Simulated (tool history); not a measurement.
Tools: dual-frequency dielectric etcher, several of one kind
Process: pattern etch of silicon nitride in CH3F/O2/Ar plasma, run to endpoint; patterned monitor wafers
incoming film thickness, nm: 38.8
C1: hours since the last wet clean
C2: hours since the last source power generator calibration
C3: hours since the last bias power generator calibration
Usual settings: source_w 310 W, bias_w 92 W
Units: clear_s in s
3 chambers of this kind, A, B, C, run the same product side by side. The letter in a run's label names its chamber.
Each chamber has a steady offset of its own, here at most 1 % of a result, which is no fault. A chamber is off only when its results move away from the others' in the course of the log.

{"run": "1B", "hour": 9.3, "source_w": 310, "bias_w": 92, "C1": 213.9, "C2": 1606.6, "C3": 3295.8, "clear_s": 56.957}
{"run": "2C", "hour": 19.8, "source_w": 310, "bias_w": 92, "C1": 310.9, "C2": 2817.2, "C3": 1721.9, "clear_s": 58.029}
{"run": "3A", "hour": 26.4, "source_w": 310, "bias_w": 92, "C1": 271.3, "C2": 2437.8, "C3": 1796.0, "clear_s": 56.721}
{"run": "4A", "hour": 33.3, "source_w": 310, "bias_w": 92, "C1": 278.2, "C2": 2444.7, "C3": 1802.9, "clear_s": 56.359}
{"run": "5B", "hour": 39.3, "source_w": 240, "bias_w": 92, "C1": 243.9, "C2": 1636.6, "C3": 3325.8, "clear_s": 62.839}
{"run": "6C", "hour": 49.5, "source_w": 240, "bias_w": 92, "C1": 340.6, "C2": 2846.9, "C3": 1751.6, "clear_s": 63.697}
{"run": "7B", "hour": 57.3, "source_w": 240, "bias_w": 92, "C1": 261.9, "C2": 1654.6, "C3": 3343.8, "clear_s": 61.977}
{"run": "8C", "hour": 66.3, "source_w": 310, "bias_w": 92, "C1": 357.4, "C2": 2863.7, "C3": 1768.4, "clear_s": 57.417}
{"run": "9A", "hour": 73.0, "source_w": 310, "bias_w": 92, "C1": 317.9, "C2": 2484.4, "C3": 1842.6, "clear_s": 56.239}
{"hour": 75.8, "done": "chamber C: wet clean of the chamber"}
{"run": "10B", "hour": 80.4, "source_w": 310, "bias_w": 92, "C1": 285.0, "C2": 1677.7, "C3": 3366.9, "clear_s": 56.244}
{"hour": 86.8, "done": "chamber C: bias power generator calibrated"}
{"run": "11A", "hour": 90.7, "source_w": 310, "bias_w": 92, "C1": 335.6, "C2": 2502.1, "C3": 1860.3, "clear_s": 55.595}
{"run": "12C", "hour": 97.6, "source_w": 310, "bias_w": 92, "C1": 21.8, "C2": 2895.0, "C3": 10.8, "clear_s": 56.826}
{"run": "13A", "hour": 105.3, "source_w": 340, "bias_w": 106, "C1": 350.2, "C2": 2516.7, "C3": 1874.9, "clear_s": 51.932}
{"run": "14B", "hour": 111.5, "source_w": 340, "bias_w": 106, "C1": 316.1, "C2": 1708.8, "C3": 3398.0, "clear_s": 52.817}
{"run": "15C", "hour": 124.4, "source_w": 340, "bias_w": 106, "C1": 48.6, "C2": 2921.8, "C3": 37.6, "clear_s": 52.438}
{"run": "16B", "hour": 131.5, "source_w": 310, "bias_w": 92, "C1": 336.1, "C2": 1728.8, "C3": 3418.0, "clear_s": 57.108}
{"run": "17A", "hour": 143.0, "source_w": 310, "bias_w": 92, "C1": 387.9, "C2": 2554.4, "C3": 1912.6, "clear_s": 56.41}
{"run": "18C", "hour": 152.4, "source_w": 310, "bias_w": 92, "C1": 76.6, "C2": 2949.8, "C3": 65.6, "clear_s": 57.139}
{"run": "19B", "hour": 159.7, "source_w": 310, "bias_w": 92, "C1": 364.3, "C2": 1757.0, "C3": 3446.2, "clear_s": 57.058}
{"run": "20A", "hour": 172.5, "source_w": 310, "bias_w": 92, "C1": 417.4, "C2": 2583.9, "C3": 1942.1, "clear_s": 56.444}
{"run": "21C", "hour": 184.5, "source_w": 380, "bias_w": 71, "C1": 108.7, "C2": 2981.9, "C3": 97.7, "clear_s": 58.078}
{"run": "22B", "hour": 196.3, "source_w": 380, "bias_w": 71, "C1": 400.9, "C2": 1793.6, "C3": 3482.8, "clear_s": 58.229}
{"run": "23C", "hour": 208.9, "source_w": 380, "bias_w": 71, "C1": 133.1, "C2": 3006.3, "C3": 122.1, "clear_s": 57.199}
{"run": "24A", "hour": 219.0, "source_w": 310, "bias_w": 71, "C1": 463.9, "C2": 2630.4, "C3": 1988.6, "clear_s": 61.429}
{"run": "25C", "hour": 229.1, "source_w": 310, "bias_w": 71, "C1": 153.3, "C2": 3026.5, "C3": 142.3, "clear_s": 62.594}
{"hour": 233.9, "done": "chamber A: wet clean of the chamber"}
{"run": "26A", "hour": 239.0, "source_w": 310, "bias_w": 71, "C1": 5.1, "C2": 2650.4, "C3": 2008.6, "clear_s": 62.319}
{"run": "27B", "hour": 245.9, "source_w": 310, "bias_w": 92, "C1": 450.5, "C2": 1843.2, "C3": 3532.4, "clear_s": 58.065}
{"run": "28A", "hour": 258.7, "source_w": 310, "bias_w": 92, "C1": 24.8, "C2": 2670.1, "C3": 2028.3, "clear_s": 55.772}
{"run": "29B", "hour": 269.8, "source_w": 310, "bias_w": 92, "C1": 474.4, "C2": 1867.1, "C3": 3556.3, "clear_s": 57.246}
{"run": "30C", "hour": 281.6, "source_w": 310, "bias_w": 92, "C1": 205.8, "C2": 3079.0, "C3": 194.8, "clear_s": 56.818}
{"run": "31C", "hour": 287.3, "source_w": 360, "bias_w": 92, "C1": 211.5, "C2": 3084.7, "C3": 200.5, "clear_s": 54.458}
{"run": "32A", "hour": 293.3, "source_w": 360, "bias_w": 92, "C1": 59.4, "C2": 2704.7, "C3": 2062.9, "clear_s": 53.213}

What goes on in this fleet: one chamber off, a drifting gauge, or nothing beyond the chambers' own small offsets? Name the chamber and the cause, if any.

No chamber stands off beyond its own small offset, and the gauge holds steady.
